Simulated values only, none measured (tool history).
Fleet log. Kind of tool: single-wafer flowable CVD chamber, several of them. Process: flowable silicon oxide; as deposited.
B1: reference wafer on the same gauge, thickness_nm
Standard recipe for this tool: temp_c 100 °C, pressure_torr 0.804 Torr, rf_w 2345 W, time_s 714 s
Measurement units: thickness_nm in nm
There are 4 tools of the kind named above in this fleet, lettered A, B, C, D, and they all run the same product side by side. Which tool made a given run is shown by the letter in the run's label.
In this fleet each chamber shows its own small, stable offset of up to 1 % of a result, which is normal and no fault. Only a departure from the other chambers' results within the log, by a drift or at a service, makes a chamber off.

{"run": "1B", "hour": 9.6, "temp_c": 100, "pressure_torr": 0.804, "rf_w": 2345, "time_s": 714, "B1": 517.3, "thickness_nm": 451.45}
{"run": "2A", "hour": 19.9, "temp_c": 100, "pressure_torr": 0.804, "rf_w": 2345, "time_s": 714, "B1": 517.28, "thickness_nm": 452.02}
{"run": "3C", "hour": 30.6, "temp_c": 100, "pressure_torr": 0.804, "rf_w": 2345, "time_s": 714, "B1": 516.79, "thickness_nm": 452.05}
{"run": "4D", "hour": 37.0, "temp_c": 100, "pressure_torr": 0.804, "rf_w": 2345, "time_s": 714, "B1": 516.61, "thickness_nm": 449.35}
{"run": "5C", "hour": 44.0, "temp_c": 100, "pressure_torr": 0.804, "rf_w": 2785, "time_s": 714, "B1": 516.64, "thickness_nm": 457.25}
{"run": "6B", "hour": 50.6, "temp_c": 100, "pressure_torr": 0.804, "rf_w": 2785, "time_s": 714, "B1": 517.06, "thickness_nm": 462.92}
{"run": "7D", "hour": 56.7, "temp_c": 100, "pressure_torr": 0.804, "rf_w": 2785, "time_s": 714, "B1": 516.86, "thickness_nm": 461.72}
{"run": "8A", "hour": 68.7, "temp_c": 100, "pressure_torr": 0.804, "rf_w": 2785, "time_s": 714, "B1": 516.89, "thickness_nm": 463.51}
{"run": "9C", "hour": 79.7, "temp_c": 100, "pressure_torr": 0.804, "rf_w": 2345, "time_s": 714, "B1": 516.74, "thickness_nm": 450.55}
{"run": "10A", "hour": 91.8, "temp_c": 100, "pressure_torr": 0.804, "rf_w": 2345, "time_s": 714, "B1": 517.63, "thickness_nm": 451.92}
{"run": "11B", "hour": 99.9, "temp_c": 100, "pressure_torr": 0.804, "rf_w": 2345, "time_s": 714, "B1": 517.1, "thickness_nm": 453.38}
{"run": "12D", "hour": 107.4, "temp_c": 100, "pressure_torr": 0.804, "rf_w": 2345, "time_s": 714, "B1": 516.76, "thickness_nm": 447.22}
{"run": "13B", "hour": 119.9, "temp_c": 100, "pressure_torr": 0.804, "rf_w": 2345, "time_s": 714, "B1": 516.53, "thickness_nm": 450.69}
{"run": "14C", "hour": 128.4, "temp_c": 100, "pressure_torr": 0.804, "rf_w": 2345, "time_s": 714, "B1": 516.97, "thickness_nm": 449.77}
{"run": "15D", "hour": 140.4, "temp_c": 100, "pressure_torr": 0.804, "rf_w": 2345, "time_s": 714, "B1": 517.23, "thickness_nm": 448.9}
{"run": "16A", "hour": 150.9, "temp_c": 100, "pressure_torr": 0.804, "rf_w": 2345, "time_s": 714, "B1": 516.92, "thickness_nm": 452.96}
{"run": "17C", "hour": 163.0, "temp_c": 100, "pressure_torr": 0.804, "rf_w": 2345, "time_s": 714, "B1": 517.57, "thickness_nm": 452.4}
{"run": "18A", "hour": 174.4, "temp_c": 100, "pressure_torr": 0.804, "rf_w": 2345, "time_s": 714, "B1": 516.61, "thickness_nm": 453.3}
{"run": "19D", "hour": 187.0, "temp_c": 111, "pressure_torr": 0.804, "rf_w": 2135, "time_s": 714, "B1": 516.35, "thickness_nm": 309.85}
{"run": "20B", "hour": 198.1, "temp_c": 111, "pressure_torr": 0.804, "rf_w": 2135, "time_s": 714, "B1": 516.89, "thickness_nm": 308.61}
{"run": "21A", "hour": 205.0, "temp_c": 111, "pressure_torr": 0.804, "rf_w": 2135, "time_s": 714, "B1": 517.12, "thickness_nm": 311.05}
{"hour": 210.2, "done": "chamber A: capacitance manometer re-zeroed and calibrated"}
{"run": "22D", "hour": 212.1, "temp_c": 111, "pressure_torr": 0.804, "rf_w": 2135, "time_s": 714, "B1": 517.31, "thickness_nm": 307.65}
{"run": "23B", "hour": 222.0, "temp_c": 100, "pressure_torr": 0.804, "rf_w": 2345, "time_s": 714, "B1": 516.98, "thickness_nm": 448.91}
{"run": "24C", "hour": 234.6, "temp_c": 100, "pressure_torr": 0.804, "rf_w": 2345, "time_s": 714, "B1": 516.93, "thickness_nm": 448.5}
{"run": "25C", "hour": 240.4, "temp_c": 100, "pressure_torr": 0.804, "rf_w": 2345, "time_s": 714, "B1": 517.24, "thickness_nm": 452.4}
{"hour": 253.0, "done": "chamber C: RF generator calibrated"}
{"run": "26D", "hour": 253.1, "temp_c": 100, "pressure_torr": 0.804, "rf_w": 2345, "time_s": 714, "B1": 516.88, "thickness_nm": 449.93}
{"run": "27B", "hour": 259.5, "temp_c": 100, "pressure_torr": 0.804, "rf_w": 2345, "time_s": 714, "B1": 516.85, "thickness_nm": 447.71}
{"run": "28A", "hour": 269.7, "temp_c": 100, "pressure_torr": 0.804, "rf_w": 2345, "time_s": 714, "B1": 516.75, "thickness_nm": 453.03}
{"run": "29A", "hour": 275.7, "temp_c": 100, "pressure_torr": 0.804, "rf_w": 2345, "time_s": 714, "B1": 516.65, "thickness_nm": 452.01}
{"run": "30B", "hour": 287.5, "temp_c": 100, "pressure_torr": 0.804, "rf_w": 2345, "time_s": 714, "B1": 517.23, "thickness_nm": 453.32}
{"run": "31C", "hour": 296.5, "temp_c": 100, "pressure_torr": 0.804, "rf_w": 2345, "time_s": 714, "B1": 517.3, "thickness_nm": 453.21}
{"run": "32D", "hour": 306.3, "temp_c": 100, "pressure_torr": 0.804, "rf_w": 2030, "time_s": 582, "B1": 516.99, "thickness_nm": 356.72}
{"run": "33B", "hour": 314.6, "temp_c": 100, "pressure_torr": 0.804, "rf_w": 2030, "time_s": 582, "B1": 516.86, "thickness_nm": 357.93}

All chambers now run identical settings, listed one chamber a line with results as question marks. What results will each chamber show?
{"run": "34A", "hour": 323.7, "temp_c": 100, "pressure_torr": 0.804, "rf_w": 2345, "time_s": 714, "thickness_nm": "?"}
{"run": "34B", "hour": 323.7, "temp_c": 100, "pressure_torr": 0.804, "rf_w": 2345, "time_s": 714, "thickness_nm": "?"}
{"run": "34C", "hour": 323.7, "temp_c": 100, "pressure_torr": 0.804, "rf_w": 2345, "time_s": 714, "thickness_nm": "?"}
{"run": "34D", "hour": 323.7, "temp_c": 100, "pressure_torr": 0.804, "rf_w": 2345, "time_s": 714, "thickness_nm": "?"}

run=34A thickness_nm=452.14
run=34B thickness_nm=451.77
run=34C thickness_nm=451.61
run=34D thickness_nm=449.02
